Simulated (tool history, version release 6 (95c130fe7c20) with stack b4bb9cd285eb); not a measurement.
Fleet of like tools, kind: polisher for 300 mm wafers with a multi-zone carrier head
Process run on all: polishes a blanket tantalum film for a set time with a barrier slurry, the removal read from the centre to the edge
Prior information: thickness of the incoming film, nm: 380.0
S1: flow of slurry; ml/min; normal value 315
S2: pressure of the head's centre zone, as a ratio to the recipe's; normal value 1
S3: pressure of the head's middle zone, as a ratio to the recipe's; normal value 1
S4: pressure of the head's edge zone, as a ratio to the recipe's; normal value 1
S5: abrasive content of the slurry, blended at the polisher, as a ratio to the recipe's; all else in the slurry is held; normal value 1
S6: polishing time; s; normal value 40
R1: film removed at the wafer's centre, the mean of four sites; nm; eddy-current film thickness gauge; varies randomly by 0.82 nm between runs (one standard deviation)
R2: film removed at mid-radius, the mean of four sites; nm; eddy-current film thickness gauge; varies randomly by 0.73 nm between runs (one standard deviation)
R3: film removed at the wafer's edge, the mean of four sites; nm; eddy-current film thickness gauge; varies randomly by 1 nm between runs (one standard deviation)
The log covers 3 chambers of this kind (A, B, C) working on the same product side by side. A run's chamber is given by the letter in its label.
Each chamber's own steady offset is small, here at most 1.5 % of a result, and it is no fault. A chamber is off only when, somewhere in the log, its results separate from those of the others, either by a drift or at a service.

run	hour	S1	S2	S3	S4	S5	S6	R1	R2	R3
1C	7.1	315	1	1	1	1	40	97.746	97.44	100.25
2A	12.7	315	1	1	1	1	40	96.205	97.701	99.136
3B	17.3	315	1	1	1	1	40	97.514	97.146	97.01
4B	24.4	315	1	1	1	1	40	95.859	97.256	99.262
# hour 28.1: chamber A: worn pad replaced by a new one
5C	29.6	315	1	1	1	1	40	95.728	98.432	99.684
6A	35.8	245	1	1.09	1	1	40	95.36	101.58	96.705
7C	43.7	245	1	1.09	1	1	40	93.266	103.88	98.964
# hour 45.4: chamber B: slurry nozzle cleaned
8A	51.6	245	1	1.09	1	1	40	94.193	101.52	93.869
# hour 52.1: chamber C: worn pad replaced by a new one
9B	56	315	1	1	1	1	40	97.862	96.487	98.922
# hour 62.4: chamber B: edge zone pressure recalibrated
# hour 64: chamber B: worn pad replaced by a new one
10B	64.2	315	1	1	1	1	40	96.547	97.125	97.664
11A	69.7	315	1	1	1	1	40	96.011	96.538	97.796
12C	76.6	315	1	1	1	1	40	96.567	96.605	99.007
13B	81.9	315	1	1	1	1	40	97.969	97.484	98.056
14A	87.3	245	1	1	1	1	40	94.151	93.427	95.497
15C	92.8	245	1	1	1	1	40	95.074	96.19	98.151
16C	99.9	245	1	1	1	1	40	94.952	96.15	96.142
17A	106.1	315	1	1	1	1	40	97.306	96.462	98.344
18B	111.1	315	1	1	1	1	40	97.673	97.807	98.465
19A	117.3	315	1	1	1	1	40	96.143	96.793	96.547
# hour 121.4: chamber B: worn pad replaced by a new one
# hour 121.7: chamber C: worn pad replaced by a new one
20C	123.5	315	1	1	1	1	40	98.943	97.069	98.509
# hour 123.9: chamber A: worn pad replaced by a new one
21B	130.6	315	1	1	1	1	40	97.923	97.185	97.246
22A	137.1	315	1	1	1	1	40	95.836	97.365	98.308
23B	145.3	315	1	1	1	1	40	97.604	97.838	96.777
24C	152.3	315	1	1	1	1	40	100.79	97.815	97.169
25B	159.9	315	1	1	1	1	40	96.651	97.012	98.023
26A	165.4	315	1.11	1	1	0.75	40	99.239	88.139	89.045
27C	173.6	315	1.11	1	1	0.75	40	103.91	89.449	90.754
28A	179.8	315	1.11	1	1	0.75	40	99.649	88.649	89.285
29B	185.8	315	1	1	1	1	40	97.339	98.028	98.853
# hour 189.9: chamber B: worn pad replaced by a new one
# hour 190.3: chamber C: worn pad replaced by a new one
30C	191.7	315	1	1	1	1	40	101.96	98.256	98.453
31A	196.6	315	1	1	1	1	40	95.364	97.37	99.498
# hour 197.8: chamber A: slurry nozzle cleaned
32C	204.1	315	1	1	1	1	40	101.36	98.103	99.227
# hour 204.9: chamber A: worn pad replaced by a new one
# hour 205.5: chamber C: edge zone pressure recalibrated
33B	212.4	315	1	1	1	1	40	97.681	97.847	98.182
34B	220.1	315	1	1	1	1	40	97.136	97.802	96.025
35A	224.1	315	1	1	1	1	40	95.833	96.493	97.139
36C	230.8	315	1	1	1	1	40	104.25	97.357	98.45
37C	236.3	315	1	1	1	1	40	102.99	97.594	98.261
38B	240.4	315	1	1	1	1	40	95.933	96.926	97.151
39A	246	315	1	1	1	1	40	97.971	97.774	96.665
40C	251.5	315	1	1	1	1	40	105.28	98.148	98.152
# hour 255: chamber B: worn pad replaced by a new one
41A	257.3	315	1	1	1	1	40	96.027	96.781	97.555
42B	261.6	315	1	1	1	1	40	98.395	97.029	97.683

What goes on in this fleet: one chamber off, a drifting gauge, or nothing beyond the chambers' own small offsets? Name the chamber and the cause, if any.

It is chamber C that slowly wanders off from its peers.
Likeliest cause: centre zone's pressure above its setpoint, % = 7.74.

Which of the 4 candidates below, each the usual settings with something changed and its results left as question marks, puts chamber C back in line with what the other chambers give on the usual settings?
Allowed miss from the other chambers' usual-settings mean, per result, to count as in line: R1 2.9 nm; R2 2.5 nm; R3 3.7 nm
43C-1	267.5	310	0.95	1.01	1.02	1	39	?	?	?
43C-2	267.5	305	0.9	1.02	1.04	1	39	?	?	?
43C-3	267.5	320	1.06	0.99	0.98	1	41	?	?	?
43C-4	267.5	325	1.11	0.98	0.96	1	41	?	?	?

The mean the other chambers reach with the usual settings: R1 97.104 nm; R2 97.041 nm; R3 97.686 nm
run	R1	R2	R3
43C-1	97.693	96.195	96.956
43C-2	92.011	96.948	97.819
43C-3	115.85	99.518	100.09
43C-4	121.87	98.706	99.164
With 43C-1, the chamber falls back in line with the rest.

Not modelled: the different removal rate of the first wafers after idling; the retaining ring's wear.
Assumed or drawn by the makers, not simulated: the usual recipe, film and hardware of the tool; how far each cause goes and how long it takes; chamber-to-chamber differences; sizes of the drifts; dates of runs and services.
